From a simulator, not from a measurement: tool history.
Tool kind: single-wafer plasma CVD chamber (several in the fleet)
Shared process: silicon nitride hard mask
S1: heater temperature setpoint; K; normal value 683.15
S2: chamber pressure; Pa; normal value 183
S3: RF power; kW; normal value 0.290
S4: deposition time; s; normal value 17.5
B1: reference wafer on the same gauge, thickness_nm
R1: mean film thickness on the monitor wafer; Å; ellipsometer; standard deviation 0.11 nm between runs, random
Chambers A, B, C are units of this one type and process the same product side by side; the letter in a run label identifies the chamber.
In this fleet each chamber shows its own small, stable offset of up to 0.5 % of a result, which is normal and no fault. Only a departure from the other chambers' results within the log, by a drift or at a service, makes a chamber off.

| run | hour | S1 | S2 | S3 | S4 | B1 | R1 |
|---|---|---|---|---|---|---|---|
| 1A | 4.2 | 683.15 | 183 | 0.290 | 17.5 | 20.184 | 184.78 |
| 2C | 7.8 | 683.15 | 183 | 0.290 | 17.5 | 20.202 | 188.80 |
| 3B | 13.0 | 683.15 | 183 | 0.290 | 17.5 | 20.216 | 187.67 |
| 4A | 17.7 | 683.15 | 183 | 0.290 | 17.5 | 20.198 | 186.71 |
| 5B | 23.1 | 683.15 | 183 | 0.290 | 17.5 | 20.198 | 189.25 |
| 6C | 25.7 | 683.15 | 183 | 0.290 | 17.5 | 20.201 | 187.16 |
| 7C | 29.0 | 683.15 | 183 | 0.290 | 17.5 | 20.186 | 190.00 |
| 8B | 34.1 | 683.15 | 183 | 0.290 | 17.5 | 20.208 | 187.84 |
| 9A | 36.7 | 693.15 | 183 | 0.290 | 14.3 | 20.182 | 150.83 |
| 10A | 40.6 | 693.15 | 183 | 0.290 | 14.3 | 20.213 | 151.97 |
| 11B | 46.5 | 693.15 | 183 | 0.290 | 14.3 | 20.191 | 152.43 |
| 12C | 52.1 | 683.15 | 183 | 0.290 | 17.5 | 20.196 | 189.61 |
| 13B | 55.9 | 683.15 | 183 | 0.290 | 17.5 | 20.220 | 187.33 |
| 14A | 61.6 | 683.15 | 183 | 0.290 | 17.5 | 20.232 | 180.65 |
| 15C | 66.9 | 692.15 | 149 | 0.290 | 17.5 | 20.163 | 176.12 |
| 16B | 69.7 | 692.15 | 149 | 0.290 | 17.5 | 20.219 | 175.15 |
| 17A | 72.6 | 692.15 | 149 | 0.290 | 17.5 | 20.207 | 168.08 |
| 18C | 75.8 | 683.15 | 183 | 0.290 | 17.5 | 20.211 | 186.38 |
| 19B | 78.7 | 683.15 | 183 | 0.290 | 17.5 | 20.180 | 188.69 |
| 20C | 83.3 | 683.15 | 183 | 0.290 | 17.5 | 20.244 | 186.14 |
| 21A | 87.0 | 683.15 | 183 | 0.290 | 17.5 | 20.204 | 177.29 |

The same settings go to every chamber for the next run, one line per chamber below. Forecast the results for each:
| 22A | 91.2 | 683.15 | 183 | 0.340 | 17.5 |  | ? |
| 22B | 91.2 | 683.15 | 183 | 0.340 | 17.5 |  | ? |
| 22C | 91.2 | 683.15 | 183 | 0.340 | 17.5 |  | ? |

| run | R1 |
|---|---|
| 22A | 198.02 |
| 22B | 208.07 |
| 22C | 208.43 |
